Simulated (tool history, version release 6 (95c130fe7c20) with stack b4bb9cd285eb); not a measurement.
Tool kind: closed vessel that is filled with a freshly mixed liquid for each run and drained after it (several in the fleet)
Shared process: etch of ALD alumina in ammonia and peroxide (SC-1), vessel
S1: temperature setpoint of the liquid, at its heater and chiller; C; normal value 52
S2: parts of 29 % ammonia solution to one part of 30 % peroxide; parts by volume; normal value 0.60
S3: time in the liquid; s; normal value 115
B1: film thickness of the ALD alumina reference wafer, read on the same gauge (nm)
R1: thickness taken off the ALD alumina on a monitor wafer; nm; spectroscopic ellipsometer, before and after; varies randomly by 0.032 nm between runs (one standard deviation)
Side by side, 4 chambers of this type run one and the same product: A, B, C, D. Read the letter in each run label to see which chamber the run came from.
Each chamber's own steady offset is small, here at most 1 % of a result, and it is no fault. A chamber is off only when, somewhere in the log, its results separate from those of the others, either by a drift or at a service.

run	day	S1	S2	S3	B1	R1
1D	0.371	52	0.60	115	60.000	7.6192
2A	0.688	52	0.60	115	59.999	7.6980
3C	1.088	52	0.60	115	59.998	7.7207
4B	1.375	52	0.60	115	59.985	7.6605
5A	1.721	43	0.80	115	60.005	4.7672
6D	2.242	43	0.80	115	59.987	4.7236
7B	2.592	43	0.80	115	60.006	4.7416
8C	2.912	43	0.80	115	59.987	4.7509
9A	3.342	52	0.60	115	60.016	7.7434
10B	3.946	52	0.60	115	60.029	7.7142
11D	4.283	52	0.60	115	60.013	7.6581
# day 4.504: chamber C: new drum of ammonia solution connected
12C	4.621	52	0.60	115	60.001	7.7303
13C	5.033	52	0.60	115	60.008	7.6934
14B	5.346	52	0.60	115	60.004	7.6249
15D	5.788	52	0.60	115	59.989	7.6192
16A	6.371	52	0.85	115	59.995	7.9729
17B	6.862	52	0.85	115	60.018	7.9561
18A	7.167	52	0.85	115	60.042	7.9757
19C	7.629	52	0.85	115	59.994	7.9316
20D	7.962	52	0.60	115	59.966	7.6336
21B	8.429	52	0.60	115	60.010	7.6495
22D	8.967	52	0.60	115	59.986	7.5609
23A	9.467	52	0.60	155	60.028	10.3950
24C	9.954	52	0.60	155	60.015	10.3810
# day 10.521: chamber D: new drum of ammonia solution connected
25C	10.542	52	0.60	155	59.996	10.4140
26A	10.879	52	0.60	155	60.005	10.4390
27B	11.238	52	0.60	115	59.979	7.6590
28D	11.588	52	0.60	160	60.010	10.6290
29C	11.950	52	0.60	160	60.023	10.7870
30A	12.592	52	0.60	160	59.994	10.8050
31D	12.950	52	0.60	160	59.976	10.6210
32B	13.392	52	0.60	65	59.998	4.3339
33A	13.967	52	0.60	65	60.014	4.3634

Which is it: a chamber that has drifted or been left off by a service, a gauge drift common to all chambers, or only each chamber's usual small offset? If a chamber is off, name it and its likeliest cause.

The fleet is healthy, with each chamber sitting at its usual small offset and no drift in the gauge.
